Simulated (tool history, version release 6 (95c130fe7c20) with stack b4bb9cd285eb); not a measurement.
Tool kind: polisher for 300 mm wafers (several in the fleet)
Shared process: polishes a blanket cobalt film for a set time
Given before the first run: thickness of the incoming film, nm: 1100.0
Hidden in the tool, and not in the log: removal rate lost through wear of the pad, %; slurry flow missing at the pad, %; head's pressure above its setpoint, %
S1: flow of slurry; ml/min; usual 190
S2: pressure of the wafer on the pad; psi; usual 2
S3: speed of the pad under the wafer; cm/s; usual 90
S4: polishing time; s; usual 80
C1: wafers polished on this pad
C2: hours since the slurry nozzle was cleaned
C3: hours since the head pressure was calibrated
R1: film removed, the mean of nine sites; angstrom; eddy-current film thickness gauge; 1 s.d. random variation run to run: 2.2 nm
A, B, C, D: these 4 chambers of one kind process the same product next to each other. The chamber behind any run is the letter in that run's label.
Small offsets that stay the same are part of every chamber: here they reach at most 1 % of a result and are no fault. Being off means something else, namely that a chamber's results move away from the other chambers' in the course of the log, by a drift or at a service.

At hour 0.1: chamber B: worn pad replaced by a new one.
Run 1D, hour 7.4: usual settings; C1 718; C2 119.6; C3 457.0. Result: R1 3586.9 angstrom.
Run 2B, hour 14.4: usual settings; C1 96; C2 392.8; C3 788.9. Result: R1 3511.9 angstrom.
Run 3C, hour 22.3: usual settings; C1 1125; C2 160.7; C3 576.9. Result: R1 3531.1 angstrom.
At hour 30.2: chamber C: worn pad replaced by a new one.
Run 4A, hour 30.4: usual settings; C1 258; C2 435.0; C3 93.4. Result: R1 3605.7 angstrom.
Run 5D, hour 37.0: usual settings; C1 918; C2 149.2; C3 486.6. Result: R1 3586.4 angstrom.
Run 6C, hour 42.2: usual settings; C1 81; C2 180.6; C3 596.8. Result: R1 3523.9 angstrom.
Run 7A, hour 47.0: usual settings; C1 371; C2 451.6; C3 110.0. Result: R1 3625.8 angstrom.
At hour 49.8: chamber D: worn pad replaced by a new one.
Run 8B, hour 50.6: usual settings; C1 341; C2 429.0; C3 825.1. Result: R1 3531.9 angstrom.
Run 9A, hour 57.0: usual settings; C1 438; C2 461.6; C3 120.0. Result: R1 3582.8 angstrom.
Run 10D, hour 61.1: usual settings; C1 76; C2 173.3; C3 510.7. Result: R1 3600.6 angstrom.
At hour 63.3: chamber D: slurry nozzle cleaned.
Run 11B, hour 68.5: usual settings but S3 80 cm/s; C1 462; C2 446.9; C3 843.0. Result: R1 3119.3 angstrom.
Run 12C, hour 75.5: usual settings but S3 80 cm/s; C1 306; C2 213.9; C3 630.1. Result: R1 3160.0 angstrom.
Run 13C, hour 79.3: usual settings but S3 80 cm/s; C1 332; C2 217.7; C3 633.9. Result: R1 3161.3 angstrom.
Run 14A, hour 86.3: usual settings but S3 80 cm/s; C1 636; C2 490.9; C3 149.3. Result: R1 3191.7 angstrom.
Run 15D, hour 91.0: usual settings; C1 279; C2 27.7; C3 540.6. Result: R1 3568.9 angstrom.
Run 16B, hour 98.0: usual settings; C1 662; C2 476.4; C3 872.5. Result: R1 3463.0 angstrom.
At hour 100.4: chamber B: worn pad replaced by a new one.
Run 17D, hour 102.6: usual settings; C1 357; C2 39.3; C3 552.2. Result: R1 3592.3 angstrom.
Run 18B, hour 108.6: usual settings; C1 55; C2 487.0; C3 883.1. Result: R1 3535.6 angstrom.
Run 19C, hour 114.0: usual settings but S1 135 ml/min, S4 91 s; C1 567; C2 252.4; C3 668.6. Result: R1 3784.2 angstrom.
Run 20A, hour 120.1: usual settings but S1 135 ml/min, S4 91 s; C1 865; C2 524.7; C3 183.1. Result: R1 3839.9 angstrom.
Run 21B, hour 126.2: usual settings but S1 135 ml/min, S4 91 s; C1 174; C2 504.6; C3 900.7. Result: R1 3696.8 angstrom.
Run 22D, hour 131.8: usual settings but S1 135 ml/min, S4 91 s; C1 555; C2 68.5; C3 581.4. Result: R1 3810.3 angstrom.
Run 23C, hour 137.7: usual settings; C1 727; C2 276.1; C3 692.3. Result: R1 3534.0 angstrom.
At hour 143.1: chamber A: worn pad replaced by a new one.
Run 24A, hour 144.4: usual settings; C1 9; C2 549.0; C3 207.4. Result: R1 3580.0 angstrom.
Run 25D, hour 150.8: usual settings; C1 683; C2 87.5; C3 600.4. Result: R1 3547.5 angstrom.
Run 26A, hour 158.0: usual settings; C1 101; C2 562.6; C3 221.0. Result: R1 3579.9 angstrom.
Run 27C, hour 166.1: usual settings; C1 919; C2 304.5; C3 720.7. Result: R1 3527.3 angstrom.
Run 28B, hour 171.8: usual settings; C1 483; C2 550.2; C3 946.3. Result: R1 3419.5 angstrom.
Run 29C, hour 178.1: usual settings; C1 1000; C2 316.5; C3 732.7. Result: R1 3555.4 angstrom.
Run 30A, hour 183.3: usual settings; C1 272; C2 587.9; C3 246.3. Result: R1 3606.5 angstrom.
Run 31D, hour 187.1: usual settings; C1 929; C2 123.8; C3 636.7. Result: R1 3538.2 angstrom.

Decide between three cases: one chamber stands off from its peers, the gauge reading all wafers drifts, or nothing is wrong past each chamber's small offset. Where a chamber is off, say which and what most likely put it there.

One chamber, B, drifts off from the rest bit by bit.
What lies behind it: slurry flow missing at the pad, % = 19.9.
With only this log, it may be confused with: head's pressure below its setpoint, %.

Below are 4 candidate recipes for chamber B's next run, each the usual settings with a change, their results shown as question marks. Which of them brings B's results back in line with what the other chambers give on the usual settings?
Allowed miss from the other chambers' usual-settings mean, per result, to count as in line: R1 77.0 angstrom
Run 32B-1, hour 193.2: usual settings but S4 73 s. Result: R1 ?.
Run 32B-2, hour 193.2: usual settings but S2 2.1 psi, S3 94 cm/s. Result: R1 ?.
Run 32B-3, hour 193.2: usual settings but S3 92 cm/s, S4 81 s. Result: R1 ?.
Run 32B-4, hour 193.2: usual settings but S4 77 s. Result: R1 ?.

The other chambers' mean on the usual settings: R1 3561.2 angstrom
  run      R1
32B-1  3120.5
32B-2  3754.2
32B-3  3540.5
32B-4  3291.5
32B-3 brings the chamber back in line.
